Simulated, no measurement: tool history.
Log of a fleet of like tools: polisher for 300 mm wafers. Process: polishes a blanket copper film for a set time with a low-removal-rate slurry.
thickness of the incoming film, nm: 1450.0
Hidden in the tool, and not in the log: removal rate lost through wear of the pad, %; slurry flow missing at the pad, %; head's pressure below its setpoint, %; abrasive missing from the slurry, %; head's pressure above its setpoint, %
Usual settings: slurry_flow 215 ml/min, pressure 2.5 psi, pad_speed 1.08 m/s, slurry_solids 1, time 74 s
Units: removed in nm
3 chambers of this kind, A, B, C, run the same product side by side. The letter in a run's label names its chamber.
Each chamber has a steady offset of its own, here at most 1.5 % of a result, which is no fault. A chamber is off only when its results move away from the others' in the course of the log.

run	day	slurry_flow	pressure	pad_speed	slurry_solids	time	wafers polished on this pad	hours since the slurry nozzle was cleaned	hours since the head pressure was calibrated	hours since the slurry blender was calibrated	removed
1B	0.196	215	2.5	1.08	1	74	1262	148.1	413.2	77.3	204.62
2A	0.371	215	2.5	1.08	1	74	624	180.6	322.6	213.5	211.55
# day 0.538: chamber A: slurry blender recalibrated
3C	0.588	215	2.5	1.08	1	74	414	876.6	201.5	464.1	208.25
4A	0.788	215	2.5	1.08	1	74	692	190.6	332.6	6	206.68
5C	0.946	215	2.5	1.08	1	74	472	885.2	210.1	472.7	206.04
# day 1.017: chamber C: slurry blender recalibrated
6B	1.125	215	2.5	1.08	1	74	1412	170.4	435.5	99.6	211.3
7B	1.333	145	2.5	1.08	1	74	1446	175.4	440.5	104.6	201.03
8A	1.483	145	2.5	1.08	1	74	804	207.3	349.3	22.7	196.33
9C	1.617	145	2.5	1.08	1	74	580	901.3	226.2	14.5	194.04
10B	1.754	215	2.5	1.08	1	74	1514	185.5	450.6	114.7	205.92
# day 1.879: chamber C: slurry nozzle cleaned
# day 1.896: chamber C: worn pad replaced by a new one
11A	1.954	215	2.5	1.08	1.1	74	880	218.6	360.6	34	210.43
# day 2.079: chamber B: worn pad replaced by a new one
12C	2.154	215	2.5	1.08	1.1	74	41	6.7	239.1	27.4	213.73
13A	2.296	215	2.5	1.08	1.1	74	935	226.8	368.8	42.2	208.37
14C	2.425	215	2.5	1.08	1	74	85	13.2	245.6	33.9	206.15
# day 2.475: chamber B: slurry blender recalibrated
15B	2.521	215	2.5	1.08	1	74	71	203.9	469	1.1	203.86
16B	2.712	215	2.5	1.08	1	74	102	208.5	473.6	5.7	210.97
# day 2.762: chamber A: worn pad replaced by a new one
17A	2.896	215	2.5	1.08	1	74	22	241.2	383.2	56.6	205.38
18C	2.996	215	2.5	1.08	1	74	177	26.9	259.3	47.6	204.75
19B	3.1	215	2.5	1.08	1	74	164	217.8	482.9	15	207.53
20C	3.238	215	2.5	1.08	1	74	216	32.7	265.1	53.4	210.17
21A	3.454	215	2.5	1.08	1	74	112	254.6	396.6	70	205.45
22C	3.558	215	2.5	1.08	1	74	268	40.4	272.8	61.1	205.46
# day 3.679: chamber B: head pressure recalibrated
23B	3.725	145	2.5	1.08	1	74	265	232.8	1.1	30	177.91
24A	3.833	145	2.5	1.08	1	74	173	263.7	405.7	79.1	197.09
25C	4.029	145	2.5	1.08	1	74	344	51.7	284.1	72.4	196.9
26A	4.154	215	2.5	1.08	1	74	225	271.4	413.4	86.8	204.54
27B	4.3	215	2.5	1.08	1	74	358	246.6	14.9	43.8	187.28
28C	4.488	215	2.5	1.08	1	74	418	62.7	295.1	83.4	207.31
29B	4.633	215	2.5	1.08	1	74	412	254.6	22.9	51.8	186.87
30A	4.742	215	2.5	1.08	1	74	319	285.5	427.5	100.9	208.88
31B	4.954	215	2.5	1.08	1	74	463	262.3	30.6	59.5	184.72
32C	5.121	215	1.7	1.3	1	74	520	77.9	310.3	98.6	167.99
33A	5.308	215	1.7	1.3	1	74	411	299.1	441.1	114.5	172.72
34A	5.512	215	1.7	1.3	1	74	444	304	446	119.4	167.62
35B	5.612	215	2.5	1.08	1	74	570	278.1	46.4	75.3	186.98
36C	5.788	215	2.5	1.08	1	74	628	93.9	326.3	114.6	208.58
37C	5.925	215	2.5	1.08	1	74	650	97.2	329.6	117.9	205.66
# day 5.983: chamber C: worn pad replaced by a new one
38B	6.054	215	2.5	1.08	1	74	641	288.7	57	85.9	189.78
39A	6.158	215	2.5	1.08	1	74	548	319.5	461.5	134.9	203.01
40B	6.342	215	2.5	1.08	1	74	687	295.6	63.9	92.8	185.12
41A	6.492	215	2.5	1.08	1	74	602	327.5	469.5	142.9	204.68
42C	6.6	215	2.5	1.08	0.8	74	99	113.4	345.8	134.1	196.2
43C	6.729	215	2.5	1.08	0.8	74	120	116.5	348.9	137.2	193.8
44B	6.921	215	2.5	1.08	0.8	74	781	309.5	77.8	106.7	178.92

Is one chamber off against the others, does the gauge drift, or is nothing wrong? If a chamber is off, say which, and what the likeliest cause is.

A service left chamber B off against the others.
Cause: head's pressure below its setpoint, % = 10.9.

Here are 4 candidates for chamber B's next run, each the usual settings with a change, their results left as question marks. Which one brings its results back in line with what the others give on the usual settings?
In line means no further than this from the other chambers' mean on the usual settings: removed 9.4 nm
45B-1	7.079	170	2.5	1.08	0.75	74					?
45B-2	7.079	215	2.5	1.08	1	75					?
45B-3	7.079	215	2.5	1.14	1	78					?
45B-4	7.079	215	2.5	1.06	1	73					?

The other chambers' mean on the usual settings: removed 207.21 nm
run	removed
45B-1	168.79
45B-2	187.96
45B-3	206.18
45B-4	179.61
45B-3 brings the chamber back in line.
